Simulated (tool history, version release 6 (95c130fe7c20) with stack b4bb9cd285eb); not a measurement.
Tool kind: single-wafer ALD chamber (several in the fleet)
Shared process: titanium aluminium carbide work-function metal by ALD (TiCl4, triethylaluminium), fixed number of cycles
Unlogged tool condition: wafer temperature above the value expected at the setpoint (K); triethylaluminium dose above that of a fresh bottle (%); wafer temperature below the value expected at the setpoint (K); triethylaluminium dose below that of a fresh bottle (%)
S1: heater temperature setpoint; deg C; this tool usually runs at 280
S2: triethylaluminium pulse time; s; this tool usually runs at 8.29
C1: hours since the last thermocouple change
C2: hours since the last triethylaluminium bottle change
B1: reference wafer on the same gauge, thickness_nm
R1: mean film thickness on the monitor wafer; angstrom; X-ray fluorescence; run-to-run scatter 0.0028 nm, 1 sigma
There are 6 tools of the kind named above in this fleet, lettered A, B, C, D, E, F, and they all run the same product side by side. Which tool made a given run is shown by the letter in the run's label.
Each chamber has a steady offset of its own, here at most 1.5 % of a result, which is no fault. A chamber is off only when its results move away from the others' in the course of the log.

Run 1E, hour 7.9: usual settings; C1 857.1; C2 761.3; B1 1.8200. Result: R1 17.844 angstrom.
Run 2D, hour 15.3: usual settings; C1 367.8; C2 200.2; B1 1.8203. Result: R1 17.570 angstrom.
Run 3A, hour 25.1: usual settings; C1 1960.0; C2 367.3; B1 1.8213. Result: R1 17.988 angstrom.
Run 4B, hour 33.9: usual settings; C1 324.5; C2 1202.3; B1 1.8212. Result: R1 17.743 angstrom.
Run 5C, hour 41.7: usual settings; C1 1023.2; C2 44.6; B1 1.8220. Result: R1 17.889 angstrom.
Run 6F, hour 49.5: usual settings; C1 439.9; C2 294.2; B1 1.8214. Result: R1 17.867 angstrom.
At hour 58.6: chamber A: thermocouple changed; heater temperature recalibrated.
Run 7F, hour 60.3: usual settings but S1 291 deg C, S2 6.05 s; C1 450.7; C2 305.0; B1 1.8213. Result: R1 17.419 angstrom.
Run 8A, hour 71.3: usual settings but S1 291 deg C, S2 6.05 s; C1 12.8; C2 413.5; B1 1.8226. Result: R1 17.621 angstrom.
Run 9D, hour 78.1: usual settings but S1 291 deg C, S2 6.05 s; C1 430.6; C2 263.0; B1 1.8224. Result: R1 17.212 angstrom.
Run 10E, hour 88.4: usual settings but S1 291 deg C, S2 6.05 s; C1 937.6; C2 841.8; B1 1.8235. Result: R1 17.473 angstrom.
Run 11C, hour 94.6: usual settings but S1 291 deg C, S2 6.05 s; C1 1076.1; C2 97.5; B1 1.8232. Result: R1 17.471 angstrom.
Run 12B, hour 103.6: usual settings but S1 291 deg C, S2 6.05 s; C1 394.2; C2 1272.0; B1 1.8238. Result: R1 17.303 angstrom.
Run 13A, hour 108.6: usual settings; C1 50.1; C2 450.8; B1 1.8235. Result: R1 18.004 angstrom.
Run 14F, hour 117.7: usual settings; C1 508.1; C2 362.4; B1 1.8242. Result: R1 17.830 angstrom.
Run 15C, hour 126.3: usual settings; C1 1107.8; C2 129.2; B1 1.8252. Result: R1 17.938 angstrom.
Run 16E, hour 131.5: usual settings; C1 980.7; C2 884.9; B1 1.8244. Result: R1 17.909 angstrom.
Run 17B, hour 139.4: usual settings; C1 430.0; C2 1307.8; B1 1.8246. Result: R1 17.866 angstrom.
Run 18D, hour 145.0: usual settings; C1 497.5; C2 329.9; B1 1.8257. Result: R1 17.584 angstrom.
At hour 153.3: chamber B: triethylaluminium bottle replaced.
Run 19D, hour 154.6: usual settings; C1 507.1; C2 339.5; B1 1.8255. Result: R1 17.553 angstrom.
Run 20A, hour 163.6: usual settings; C1 105.1; C2 505.8; B1 1.8254. Result: R1 18.103 angstrom.
Run 21E, hour 174.0: usual settings; C1 1023.2; C2 927.4; B1 1.8262. Result: R1 17.889 angstrom.
Run 22F, hour 182.1: usual settings; C1 572.5; C2 426.8; B1 1.8257. Result: R1 17.842 angstrom.
Run 23C, hour 188.6: usual settings; C1 1170.1; C2 191.5; B1 1.8262. Result: R1 17.944 angstrom.
Run 24B, hour 193.8: usual settings; C1 484.4; C2 40.5; B1 1.8262. Result: R1 17.868 angstrom.
Run 25A, hour 203.5: usual settings; C1 145.0; C2 545.7; B1 1.8267. Result: R1 18.056 angstrom.
At hour 209.7: chamber E: thermocouple changed; heater temperature recalibrated.
Run 26C, hour 212.9: usual settings; C1 1194.4; C2 215.8; B1 1.8269. Result: R1 17.961 angstrom.
Run 27F, hour 219.5: usual settings; C1 609.9; C2 464.2; B1 1.8272. Result: R1 17.864 angstrom.
Run 28D, hour 228.4: usual settings; C1 580.9; C2 413.3; B1 1.8275. Result: R1 17.652 angstrom.
Run 29E, hour 237.3: usual settings; C1 27.7; C2 990.7; B1 1.8273. Result: R1 17.839 angstrom.
Run 30B, hour 243.2: usual settings; C1 533.8; C2 89.9; B1 1.8290. Result: R1 17.806 angstrom.
Run 31E, hour 251.0: usual settings; C1 41.4; C2 1004.4; B1 1.8282. Result: R1 17.903 angstrom.
Run 32A, hour 260.7: usual settings; C1 202.2; C2 602.9; B1 1.8292. Result: R1 18.079 angstrom.
Run 33B, hour 265.5: usual settings; C1 556.1; C2 112.2; B1 1.8288. Result: R1 17.826 angstrom.
Run 34C, hour 270.8: usual settings; C1 1252.3; C2 273.7; B1 1.8293. Result: R1 17.962 angstrom.
Run 35D, hour 279.7: usual settings; C1 632.2; C2 464.6; B1 1.8293. Result: R1 17.684 angstrom.
At hour 289.5: chamber D: triethylaluminium bottle replaced.
Run 36F, hour 290.0: usual settings; C1 680.4; C2 534.7; B1 1.8295. Result: R1 17.905 angstrom.
Run 37C, hour 299.4: usual settings; C1 1280.9; C2 302.3; B1 1.8292. Result: R1 17.988 angstrom.
Run 38D, hour 307.1: usual settings but S1 270 deg C, S2 5.18 s; C1 659.6; C2 17.6; B1 1.8310. Result: R1 14.899 angstrom.
Run 39E, hour 314.8: usual settings but S1 270 deg C, S2 5.18 s; C1 105.2; C2 1068.2; B1 1.8305. Result: R1 15.149 angstrom.
Run 40B, hour 320.9: usual settings but S1 270 deg C, S2 5.18 s; C1 611.5; C2 167.6; B1 1.8309. Result: R1 15.022 angstrom.
Run 41A, hour 327.3: usual settings but S1 270 deg C, S2 5.18 s; C1 268.8; C2 669.5; B1 1.8313. Result: R1 15.258 angstrom.
Run 42F, hour 336.6: usual settings but S1 270 deg C, S2 5.18 s; C1 727.0; C2 581.3; B1 1.8318. Result: R1 15.025 angstrom.

Read the log: is a single chamber off, either drifting away or since a service, is the gauge that measures every chamber drifting, or is nothing wrong beyond small per-chamber offsets? Name any odd chamber and what most likely caused it.

Gauge drift. The chambers move together only on paper, and none stands off.
Cause: gauge reads high (%) = 0.644.

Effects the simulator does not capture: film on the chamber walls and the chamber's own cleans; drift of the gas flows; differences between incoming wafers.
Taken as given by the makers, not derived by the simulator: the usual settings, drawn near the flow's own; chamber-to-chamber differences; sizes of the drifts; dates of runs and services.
